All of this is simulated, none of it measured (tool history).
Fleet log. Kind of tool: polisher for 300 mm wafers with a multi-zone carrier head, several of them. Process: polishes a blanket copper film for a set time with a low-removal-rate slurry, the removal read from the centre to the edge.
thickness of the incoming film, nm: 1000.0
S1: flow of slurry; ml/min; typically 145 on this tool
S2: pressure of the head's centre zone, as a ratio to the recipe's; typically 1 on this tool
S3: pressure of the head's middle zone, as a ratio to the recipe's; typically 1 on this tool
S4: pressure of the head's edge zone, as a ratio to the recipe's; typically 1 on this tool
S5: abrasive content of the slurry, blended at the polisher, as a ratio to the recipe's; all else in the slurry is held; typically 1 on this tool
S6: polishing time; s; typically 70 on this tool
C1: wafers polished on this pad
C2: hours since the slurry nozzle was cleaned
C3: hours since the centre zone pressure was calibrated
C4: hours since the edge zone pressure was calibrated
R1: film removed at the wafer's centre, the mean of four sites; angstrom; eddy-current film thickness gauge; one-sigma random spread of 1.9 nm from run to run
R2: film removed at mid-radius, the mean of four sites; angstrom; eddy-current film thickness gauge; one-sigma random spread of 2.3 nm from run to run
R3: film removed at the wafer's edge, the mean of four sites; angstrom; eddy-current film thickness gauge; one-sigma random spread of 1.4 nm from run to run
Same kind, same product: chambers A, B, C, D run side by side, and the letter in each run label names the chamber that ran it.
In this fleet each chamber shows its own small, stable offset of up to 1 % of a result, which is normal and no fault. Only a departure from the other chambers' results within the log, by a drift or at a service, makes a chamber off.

run 1D hour=13.4 | S1=145 S2=1 S3=1 S4=1 S5=1 S6=70 | C1=628 C2=377.5 C3=681.3 C4=765.1 | R1=1729.3 R2=1701.8 R3=1716.6
run 2B hour=26.3 | S1=145 S2=1 S3=1 S4=1 S5=1 S6=70 | C1=1140 C2=258 C3=549.7 C4=262 | R1=1763.6 R2=1704.4 R3=1744.4
-- hour=31.7 chamber B: centre zone pressure recalibrated
-- hour=33.1 chamber B: worn pad replaced by a new one
run 3A hour=36.6 | S1=145 S2=1 S3=1 S4=1 S5=1 S6=70 | C1=687 C2=67.7 C3=661.8 C4=151.8 | R1=1732.2 R2=1741 R3=1733.3
-- hour=42.2 chamber D: centre zone pressure recalibrated
run 4C hour=46.2 | S1=145 S2=1 S3=1 S4=1 S5=1 S6=70 | C1=831 C2=71.8 C3=109.4 C4=159.7 | R1=1706.6 R2=1696.6 R3=1713.2
run 5A hour=55.9 | S1=120 S2=1 S3=1 S4=1 S5=1 S6=70 | C1=970 C2=87 C3=681.1 C4=171.1 | R1=1640.7 R2=1634.8 R3=1685.5
run 6C hour=65.4 | S1=120 S2=1 S3=1 S4=1 S5=1 S6=70 | C1=1113 C2=91 C3=128.6 C4=178.9 | R1=1665.5 R2=1650.8 R3=1681.2
-- hour=67.8 chamber D: worn pad replaced by a new one
run 7D hour=78.1 | S1=120 S2=1 S3=1 S4=1 S5=1 S6=70 | C1=151 C2=442.2 C3=35.9 C4=829.8 | R1=1621.3 R2=1659.8 R3=1684.9
run 8B hour=86.3 | S1=120 S2=1 S3=1 S4=1 S5=1 S6=70 | C1=781 C2=318 C3=54.6 C4=322 | R1=1637 R2=1633.6 R3=1678.3
-- hour=86.7 chamber C: worn pad replaced by a new one
-- hour=87.3 chamber A: worn pad replaced by a new one
run 9A hour=96.2 | S1=145 S2=1 S3=1 S4=1 S5=1 S6=70 | C1=131 C2=127.3 C3=721.4 C4=211.4 | R1=1744.1 R2=1730.8 R3=1738.7
run 10D hour=108.2 | S1=145 S2=1 S3=1 S4=1 S5=1 S6=70 | C1=593 C2=472.3 C3=66 C4=859.9 | R1=1699.5 R2=1713.1 R3=1690.8
run 11C hour=120.9 | S1=145 S2=1 S3=1 S4=1 S5=1 S6=70 | C1=502 C2=146.5 C3=184.1 C4=234.4 | R1=1743.7 R2=1665 R3=1736.5
-- hour=125.3 chamber B: worn pad replaced by a new one
run 12B hour=130.2 | S1=145 S2=1 S3=1 S4=1 S5=1 S6=70 | C1=72 C2=361.9 C3=98.5 C4=365.9 | R1=1723.6 R2=1729.3 R3=1715.5
run 13D hour=138.2 | S1=145 S2=1 S3=1 S4=1 S5=1 S6=70 | C1=1033 C2=502.3 C3=96 C4=889.9 | R1=1674.9 R2=1723.7 R3=1708.9
run 14A hour=149.2 | S1=145 S2=1 S3=1 S4=1 S5=1 S6=70 | C1=909 C2=180.3 C3=774.4 C4=264.4 | R1=1719.6 R2=1734.8 R3=1765
run 15B hour=156.9 | S1=145 S2=1 S3=1 S4=1 S5=1 S6=82 | C1=464 C2=388.6 C3=125.2 C4=392.6 | R1=2002.8 R2=1989.7 R3=2018.7
-- hour=157.6 chamber D: worn pad replaced by a new one
run 16C hour=163.3 | S1=145 S2=1 S3=1 S4=1 S5=1 S6=82 | C1=1124 C2=188.9 C3=226.5 C4=276.8 | R1=2012.1 R2=1971.1 R3=2017.5
run 17D hour=171.5 | S1=145 S2=1 S3=1 S4=1 S5=1 S6=82 | C1=204 C2=535.6 C3=129.3 C4=923.2 | R1=1986.2 R2=1979.6 R3=2013
-- hour=182.5 chamber C: worn pad replaced by a new one
run 18B hour=183.8 | S1=145 S2=1 S3=1 S4=1 S5=1 S6=82 | C1=858 C2=415.5 C3=152.1 C4=419.5 | R1=2034.6 R2=1975.8 R3=2047.2
run 19C hour=190.2 | S1=145 S2=1 S3=1 S4=1 S5=1 S6=70 | C1=114 C2=215.8 C3=253.4 C4=303.7 | R1=1711.5 R2=1712.9 R3=1703.7
-- hour=193.2 chamber A: worn pad replaced by a new one
run 20A hour=203.2 | S1=145 S2=1 S3=1 S4=1 S5=1 S6=70 | C1=148 C2=234.3 C3=828.4 C4=318.4 | R1=1687.4 R2=1688.1 R3=1747
run 21D hour=212 | S1=145 S2=1 S3=1 S4=1 S5=1 S6=70 | C1=798 C2=576.1 C3=169.8 C4=963.7 | R1=1704.1 R2=1710.6 R3=1687.1
-- hour=212.4 chamber B: worn pad replaced by a new one
-- hour=217.4 chamber B: edge zone pressure recalibrated
run 22C hour=222.7 | S1=145 S2=1 S3=1 S4=1 S5=1 S6=70 | C1=591 C2=248.3 C3=285.9 C4=336.2 | R1=1679.9 R2=1696.9 R3=1722.4
run 23B hour=233.5 | S1=145 S2=1 S3=1 S4=1 S5=1 S6=70 | C1=310 C2=465.2 C3=201.8 C4=16.1 | R1=1717.6 R2=1671.4 R3=1712.7
run 24A hour=243.9 | S1=145 S2=0.95 S3=1 S4=1 S5=1 S6=79 | C1=745 C2=275 C3=869.1 C4=359.1 | R1=1803.3 R2=1938.6 R3=1938.9
-- hour=251.8 chamber D: worn pad replaced by a new one
run 25D hour=255.2 | S1=145 S2=0.95 S3=1 S4=1 S5=1 S6=79 | C1=50 C2=619.3 C3=213 C4=1006.9 | R1=1819.3 R2=1912.6 R3=1908.2
run 26C hour=267.8 | S1=145 S2=0.95 S3=1 S4=1 S5=1 S6=79 | C1=1253 C2=293.4 C3=331 C4=381.3 | R1=1839.6 R2=1941.1 R3=1928.7
-- hour=272.9 chamber A: centre zone pressure recalibrated
run 27A hour=275.6 | S1=145 S2=0.95 S3=1 S4=1 S5=1 S6=79 | C1=1210 C2=306.7 C3=2.8 C4=390.8 | R1=1821.8 R2=1919.9 R3=1934.7
-- hour=282.5 chamber C: worn pad replaced by a new one
run 28B hour=283.7 | S1=145 S2=1 S3=1 S4=1 S5=1 S6=70 | C1=1047 C2=515.4 C3=252 C4=66.3 | R1=1724.5 R2=1735.2 R3=1713.5
-- hour=286.6 chamber C: slurry nozzle cleaned
-- hour=293.4 chamber B: worn pad replaced by a new one
-- hour=295.8 chamber A: worn pad replaced by a new one
run 29B hour=297.5 | S1=145 S2=1 S3=1 S4=1 S5=1 S6=70 | C1=61 C2=529.2 C3=265.8 C4=80.1 | R1=1752.6 R2=1686.9 R3=1724.9
-- hour=298.7 chamber B: slurry nozzle cleaned
run 30C hour=308.6 | S1=145 S2=1 S3=1 S4=1 S5=1 S6=70 | C1=384 C2=22.1 C3=371.8 C4=422.1 | R1=1714.4 R2=1710 R3=1710.8
-- hour=313.7 chamber C: centre zone pressure recalibrated
-- hour=317.6 chamber C: edge zone pressure recalibrated
run 31D hour=320.8 | S1=145 S2=1 S3=1 S4=1 S5=1 S6=70 | C1=1013 C2=684.9 C3=278.6 C4=1072.5 | R1=1695.7 R2=1753.1 R3=1749.2
run 32A hour=327.6 | S1=145 S2=1 S3=1 S4=1 S5=1 S6=70 | C1=467 C2=358.7 C3=54.8 C4=442.8 | R1=1724.2 R2=1715.5 R3=1715
run 33A hour=335 | S1=145 S2=1 S3=1 S4=1 S5=1 S6=70 | C1=576 C2=366.1 C3=62.2 C4=450.2 | R1=1741.1 R2=1688.5 R3=1734.2
-- hour=348.4 chamber D: worn pad replaced by a new one
run 34C hour=348.6 | S1=145 S2=1 S3=1 S4=1 S5=0.85 S6=70 | C1=971 C2=62.1 C3=34.9 C4=31.1 | R1=1655.1 R2=1635 R3=1660.1
run 35B hour=360.3 | S1=145 S2=1 S3=1 S4=1 S5=0.85 S6=70 | C1=982 C2=61.7 C3=328.6 C4=142.9 | R1=1688 R2=1653.3 R3=1665.9
run 36D hour=371.1 | S1=145 S2=1 S3=1 S4=1 S5=0.85 S6=70 | C1=333 C2=735.2 C3=328.9 C4=1122.8 | R1=1634.8 R2=1670.2 R3=1651.8
-- hour=374.2 chamber C: worn pad replaced by a new one
run 37A hour=378.9 | S1=145 S2=1 S3=1 S4=1 S5=0.85 S6=70 | C1=1220 C2=410 C3=106.1 C4=494.1 | R1=1695.1 R2=1644 R3=1668.4
-- hour=381.2 chamber B: worn pad replaced by a new one
run 38D hour=391.2 | S1=145 S2=1 S3=1 S4=1 S5=1 S6=70 | C1=628 C2=755.3 C3=349 C4=1142.9 | R1=1701.6 R2=1726.7 R3=1739.8
-- hour=396.2 chamber A: worn pad replaced by a new one
run 39C hour=399.9 | S1=145 S2=1 S3=1 S4=1 S5=1 S6=70 | C1=378 C2=113.4 C3=86.2 C4=82.4 | R1=1714.2 R2=1705.4 R3=1700.3
run 40B hour=413.9 | S1=145 S2=1 S3=1 S4=1 S5=1 S6=70 | C1=480 C2=115.3 C3=382.2 C4=196.5 | R1=1722.4 R2=1751.2 R3=1736.2
run 41B hour=427.9 | S1=145 S2=1 S3=1 S4=1 S5=1 S6=57 | C1=685 C2=129.3 C3=396.2 C4=210.5 | R1=1415.4 R2=1421.9 R3=1376.3
-- hour=434.1 chamber D: worn pad replaced by a new one
run 42A hour=437.1 | S1=145 S2=1 S3=1 S4=1 S5=1 S6=57 | C1=601 C2=468.2 C3=164.3 C4=552.3 | R1=1419.6 R2=1399 R3=1402
run 43D hour=450.9 | S1=145 S2=1 S3=1 S4=1 S5=1 S6=57 | C1=247 C2=815 C3=408.7 C4=1202.6 | R1=1374.3 R2=1401.2 R3=1403.7

Which is it: a chamber that has drifted or been left off by a service, a gauge drift common to all chambers, or only each chamber's usual small offset? If a chamber is off, name it and its likeliest cause.

Beyond each chamber's small constant offset nothing stands out, and the gauge stays steady.
